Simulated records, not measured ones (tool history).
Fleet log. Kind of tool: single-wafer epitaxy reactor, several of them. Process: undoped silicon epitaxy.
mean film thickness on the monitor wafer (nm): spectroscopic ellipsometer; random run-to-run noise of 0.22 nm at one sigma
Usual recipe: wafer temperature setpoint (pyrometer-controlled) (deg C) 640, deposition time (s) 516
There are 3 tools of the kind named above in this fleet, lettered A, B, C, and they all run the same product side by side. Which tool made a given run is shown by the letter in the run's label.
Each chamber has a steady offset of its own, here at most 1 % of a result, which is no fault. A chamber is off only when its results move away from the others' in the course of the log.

run	hour	wafer temperature setpoint (pyrometer-controlled) (deg C)	deposition time (s)	read-back reference wafer on the same gauge, thickness_nm	mean film thickness on the monitor wafer (nm)
1B	9.8	640	516	56.503	70.078
2A	18.7	640	516	56.456	69.585
3C	29.5	640	516	56.534	69.075
4B	36.6	640	516	56.514	69.811
5C	42.8	640	516	56.505	69.14
6A	47.9	640	516	56.518	69.828
7B	57	640	516	56.479	70.025
8C	61.9	640	516	56.515	69.367
9A	69.7	640	516	56.503	69.519
10A	74.8	640	516	56.505	69.765
11B	79.9	640	430	56.479	58.247
12C	88.8	640	430	56.514	57.696
13C	97.8	640	430	56.496	57.804
14A	105.8	651	565	56.515	96.563
15B	114.8	651	565	56.486	97.312
16A	123.5	651	565	56.492	96.308
17C	134.2	640	516	56.503	69.174
# hour 135.1: chamber C: pyrometer calibrated
18B	140.1	640	516	56.551	69.826
19B	147	640	516	56.509	69.78
20C	155.4	640	516	56.56	67.792
21A	160.3	652	516	56.512	90.527
22C	166	652	516	56.563	87.851
23B	174.9	652	516	56.503	90.404
24A	179.9	640	516	56.457	69.435
25A	188.8	640	474	56.479	64.238
26B	196.6	640	474	56.536	64.305
27C	205.2	640	474	56.488	62.073
28C	215.2	640	516	56.516	67.708
29B	223.6	640	516	56.563	69.91
30A	229.9	640	516	56.526	69.536
31C	235.1	640	516	56.491	67.749
32A	240.5	640	516	56.481	69.289
33B	246.9	640	516	56.503	69.977
34A	255.4	640	516	56.457	70.046
35C	261.4	651	516	56.506	86.519
36B	270	651	516	56.495	88.823
37B	277.1	651	516	56.477	88.714
38A	286.4	640	516	56.497	69.242
39C	296.3	640	516	56.54	67.656
40B	303.7	640	516	56.456	69.89

What goes on in this fleet: one chamber off, a drifting gauge, or nothing beyond the chambers' own small offsets? Name the chamber and the cause, if any.

A service on chamber C put it out of line with the rest.
Likeliest cause: wafer temperature below the value expected at the setpoint (K) = 0.938.

Here are 4 candidates for chamber C's next run, each the usual settings with a change, their results left as question marks. Which one brings its results back in line with what the others give on the usual settings?
A result is in line if it is within this distance of the other chambers' mean on the usual settings: mean film thickness on the monitor wafer (nm) 0.76
41C-1	311.5	640	531		?
41C-2	311.5	640	548		?
41C-3	311.5	640	501		?
41C-4	311.5	640	484		?

The mean the other chambers reach with the usual settings: mean film thickness on the monitor wafer (nm) 69.707
run	mean film thickness on the monitor wafer (nm)
41C-1	69.632
41C-2	71.862
41C-3	65.698
41C-4	63.469
The right change is 41C-1: it brings the chamber back within the allowed miss of the others.
